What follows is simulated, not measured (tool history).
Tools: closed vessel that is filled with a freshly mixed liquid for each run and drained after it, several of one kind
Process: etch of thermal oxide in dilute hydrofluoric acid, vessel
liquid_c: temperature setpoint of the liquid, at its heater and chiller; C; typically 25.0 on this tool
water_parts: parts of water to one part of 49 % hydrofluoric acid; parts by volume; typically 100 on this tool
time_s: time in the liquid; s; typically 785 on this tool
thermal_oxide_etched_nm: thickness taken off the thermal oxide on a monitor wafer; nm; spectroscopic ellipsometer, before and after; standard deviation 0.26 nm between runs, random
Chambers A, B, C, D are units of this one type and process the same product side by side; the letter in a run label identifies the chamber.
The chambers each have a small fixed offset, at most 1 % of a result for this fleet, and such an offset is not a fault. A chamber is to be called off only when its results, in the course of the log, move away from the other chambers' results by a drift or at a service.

| run | hour | liquid_c | water_parts | time_s | hours since the thermometer was replaced | hours since the hydrofluoric acid flow meter was replaced | read-back film thickness of the thermal oxide reference wafer, read on the same gauge (nm) | thermal_oxide_etched_nm |
|---|---|---|---|---|---|---|---|---|
| 1B | 9.0 | 25.0 | 100 | 785 | 124.9 | 1511.9 | 89.994 | 37.764 |
| 2D | 18.8 | 25.0 | 100 | 785 | 922.3 | 143.1 | 89.964 | 37.974 |
| 3C | 25.5 | 25.0 | 100 | 785 | 1544.6 | 180.6 | 89.973 | 37.648 |
| 4A | 31.5 | 25.0 | 100 | 785 | 1882.8 | 1139.1 | 89.998 | 37.997 |
| 5A | 37.9 | 25.0 | 80 | 785 | 1889.2 | 1145.5 | 89.990 | 48.447 |
| 6B | 49.6 | 25.0 | 80 | 785 | 165.5 | 1552.5 | 90.003 | 47.738 |
| 7D | 56.9 | 25.0 | 80 | 785 | 960.4 | 181.2 | 89.997 | 48.631 |
| 8C | 62.8 | 25.0 | 80 | 785 | 1581.9 | 217.9 | 90.015 | 47.161 |
| 9C | 72.4 | 25.0 | 100 | 785 | 1591.5 | 227.5 | 90.014 | 37.400 |
| 10D | 79.9 | 25.0 | 100 | 785 | 983.4 | 204.2 | 90.002 | 37.551 |
| 11B | 87.9 | 25.0 | 100 | 785 | 203.8 | 1590.8 | 89.997 | 37.055 |
| 12A | 99.5 | 25.0 | 100 | 785 | 1950.8 | 1207.1 | 90.008 | 37.406 |
| 13C | 105.3 | 25.0 | 100 | 785 | 1624.4 | 260.4 | 90.026 | 37.632 |
|  | 112.2 | chamber D: thermometer replaced |
| 14D | 112.7 | 25.0 | 100 | 785 | 0.6 | 237.0 | 90.016 | 38.027 |
| 15B | 118.3 | 25.0 | 100 | 785 | 234.2 | 1621.2 | 90.004 | 37.477 |
| 16A | 129.0 | 25.0 | 100 | 785 | 1980.3 | 1236.6 | 90.007 | 36.453 |
| 17D | 140.8 | 25.0 | 100 | 785 | 28.7 | 265.1 | 89.979 | 37.703 |
| 18C | 148.0 | 25.0 | 100 | 785 | 1667.1 | 303.1 | 89.986 | 37.543 |
| 19A | 158.0 | 25.0 | 100 | 785 | 2009.3 | 1265.6 | 89.983 | 36.681 |
| 20B | 168.0 | 25.0 | 100 | 785 | 283.9 | 1670.9 | 90.013 | 37.234 |
| 21C | 178.1 | 23.0 | 100 | 785 | 1697.2 | 333.2 | 89.975 | 33.985 |
| 22B | 184.0 | 23.0 | 100 | 785 | 299.9 | 1686.9 | 89.982 | 34.678 |
| 23A | 189.7 | 23.0 | 100 | 785 | 2041.0 | 1297.3 | 89.987 | 33.696 |
| 24D | 195.3 | 23.0 | 100 | 785 | 83.2 | 319.6 | 90.003 | 34.520 |
| 25C | 202.3 | 25.0 | 70 | 785 | 1721.4 | 357.4 | 89.993 | 55.791 |
| 26B | 208.4 | 25.0 | 70 | 785 | 324.3 | 1711.3 | 89.988 | 54.936 |
| 27D | 220.4 | 25.0 | 70 | 785 | 108.3 | 344.7 | 90.012 | 56.262 |
|  | 228.0 | chamber C: thermometer replaced |
| 28A | 231.8 | 25.0 | 70 | 785 | 2083.1 | 1339.4 | 89.996 | 53.185 |
| 29B | 237.8 | 25.0 | 100 | 785 | 353.7 | 1740.7 | 90.023 | 37.502 |
| 30D | 248.4 | 25.0 | 100 | 785 | 136.3 | 372.7 | 89.992 | 38.264 |
| 31A | 257.5 | 27.0 | 100 | 1145 | 2108.8 | 1365.1 | 90.036 | 55.898 |
| 32C | 266.3 | 27.0 | 100 | 1145 | 38.4 | 421.4 | 90.014 | 60.243 |
| 33D | 275.7 | 27.0 | 100 | 1145 | 163.6 | 400.0 | 90.011 | 59.636 |
| 34A | 281.6 | 27.0 | 100 | 1145 | 2132.9 | 1389.2 | 89.979 | 55.132 |
| 35C | 293.0 | 25.0 | 100 | 785 | 65.1 | 448.1 | 90.026 | 37.640 |
| 36B | 305.0 | 25.0 | 100 | 785 | 420.9 | 1807.9 | 90.007 | 37.741 |
| 37B | 313.5 | 25.0 | 100 | 785 | 429.4 | 1816.4 | 90.015 | 36.568 |
| 38C | 323.8 | 25.0 | 100 | 785 | 95.9 | 478.9 | 90.022 | 37.367 |
| 39D | 332.7 | 25.0 | 100 | 785 | 220.6 | 457.0 | 89.987 | 37.917 |
| 40A | 344.7 | 29.0 | 100 | 1125 | 2196.0 | 1452.3 | 90.011 | 57.364 |

The same settings go to every chamber for the next run, one line per chamber below. Forecast the results for each:
| 41A | 353.3 | 22.5 | 100 | 785 |  |  |  | ? |
| 41B | 353.3 | 22.5 | 100 | 785 |  |  |  | ? |
| 41C | 353.3 | 22.5 | 100 | 785 |  |  |  | ? |
| 41D | 353.3 | 22.5 | 100 | 785 |  |  |  | ? |

| run | thermal_oxide_etched_nm |
|---|---|
| 41A | 31.320 |
| 41B | 34.350 |
| 41C | 34.321 |
| 41D | 34.214 |
